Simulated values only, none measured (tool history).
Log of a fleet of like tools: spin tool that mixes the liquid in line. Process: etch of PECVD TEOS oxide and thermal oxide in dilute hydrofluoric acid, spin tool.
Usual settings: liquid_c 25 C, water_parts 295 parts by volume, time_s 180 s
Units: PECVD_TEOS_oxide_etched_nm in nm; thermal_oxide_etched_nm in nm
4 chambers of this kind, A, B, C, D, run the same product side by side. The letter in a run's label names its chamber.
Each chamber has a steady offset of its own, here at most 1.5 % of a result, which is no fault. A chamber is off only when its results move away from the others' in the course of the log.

run    day  liquid_c  water_parts  time_s  read-back film thickness of the PECVD TEOS oxide reference wafer, read on the same gauge (nm)  read-back film thickness of the thermal oxide reference wafer, read on the same gauge (nm)  PECVD_TEOS_oxide_etched_nm  thermal_oxide_etched_nm
 1A  0.167        25          295     180                                                                                         79.995                                                                                      29.975                      5.6571                   2.4155
 2B  0.308        25          295     180                                                                                         79.989                                                                                      29.986                      5.6465                   2.3087
 3C  0.525        25          295     180                                                                                             80                                                                                      30.011                      5.5302                   2.3893
 4D  0.642        25          295     180                                                                                         79.998                                                                                      30.042                      5.7581                   2.3541
 5D  0.771        25          295     180                                                                                         80.006                                                                                          30                      5.6895                   2.3413
       0.9  -- chamber C: hydrofluoric acid flow meter replaced
 6C  0.908        25          295     180                                                                                         80.004                                                                                      29.975                      5.6222                   2.3811
 7B  1.083        25          295     180                                                                                         79.995                                                                                      29.973                      5.6414                   2.3406
 8A  1.221        25          295     180                                                                                          80.01                                                                                      29.966                       5.708                   2.3678
 9C  1.383        25          295     180                                                                                         79.996                                                                                      30.026                      5.6674                   2.4087
10A  1.525        25          295     180                                                                                         80.009                                                                                       29.99                      5.6849                   2.3762
11D  1.654        25          295     180                                                                                         80.004                                                                                      30.031                      5.7205                   2.3506
12B  1.883        25          295     180                                                                                         79.992                                                                                      29.979                      5.5989                    2.339
13D  2.017        25          295     180                                                                                         80.002                                                                                      30.013                      5.6973                   2.3473
14B  2.229        25          295     180                                                                                         79.977                                                                                      30.054                      5.5907                   2.3858
15A  2.354      20.5          295     180                                                                                         79.996                                                                                      29.984                      4.6819                   1.9572
16C  2.608      20.5          295     180                                                                                         79.985                                                                                      29.967                      4.7082                   2.0084
17C  2.733      20.5          295     180                                                                                         80.014                                                                                      29.991                      4.7657                   2.0179
18D  2.917      20.5          295     180                                                                                         79.993                                                                                      29.999                      4.8948                   2.0166
19A   3.15      29.5          295     180                                                                                         80.004                                                                                      29.998                      6.3317                   2.6648
20B  3.388      29.5          295     180                                                                                         80.024                                                                                      29.955                      6.4778                   2.7914
21A  3.588      29.5          295     180                                                                                         80.007                                                                                          30                      6.3087                   2.6462
22C  3.754      29.5          295     180                                                                                         80.004                                                                                      30.022                      6.3995                   2.7725
23D  3.871        25          295     180                                                                                         79.985                                                                                      30.016                      5.8009                    2.384
24B  4.017        25          295     180                                                                                         80.001                                                                                      29.964                      5.6143                   2.3303
25D  4.242        25          295     180                                                                                         80.005                                                                                      30.044                      5.7186                   2.3472
26B  4.417        25          295     180                                                                                         80.004                                                                                      29.986                      5.6398                   2.4077
27C  4.604        25          295     180                                                                                         80.003                                                                                      29.982                      5.5931                   2.3906
28A  4.783        23          295     275                                                                                         80.011                                                                                      29.983                      7.5167                    3.123
29C  4.942        23          295     275                                                                                         80.012                                                                                      30.028                      8.0872                   3.4111
30D  5.129        23          295     275                                                                                         80.017                                                                                       30.04                      8.1896                   3.3458
31B  5.271        23          295     275                                                                                         80.013                                                                                       29.97                      7.9188                    3.368
32A  5.521        25          295     180                                                                                         79.993                                                                                      30.001                      5.1553                   2.1479
33C  5.633        25          295     180                                                                                             80                                                                                      29.996                      5.5994                   2.3708
34A  5.875        25          295     180                                                                                         79.998                                                                                      30.006                      5.0482                   2.1316
35D  6.092        25          295     180                                                                                         80.014                                                                                      29.989                      5.7573                   2.3573
36B  6.321        25          295     180                                                                                         80.019                                                                                      30.027                      5.5156                   2.3912
37C  6.542        25          295     180                                                                                         79.987                                                                                      30.012                      5.6242                   2.4004

All 4 chambers run these settings next. Forecast each chamber's results:
38A  6.725        25          295     180                                                                                                                                                                                                                      ?                        ?
38B  6.725        25          295     180                                                                                                                                                                                                                      ?                        ?
38C  6.725        25          295     180                                                                                                                                                                                                                      ?                        ?
38D  6.725        25          295     180                                                                                                                                                                                                                      ?                        ?

run  PECVD_TEOS_oxide_etched_nm  thermal_oxide_etched_nm
38A                      5.0512                   2.1516
38B                        5.62                   2.3838
38C                      5.7169                   2.3644
38D                      5.7218                   2.3781
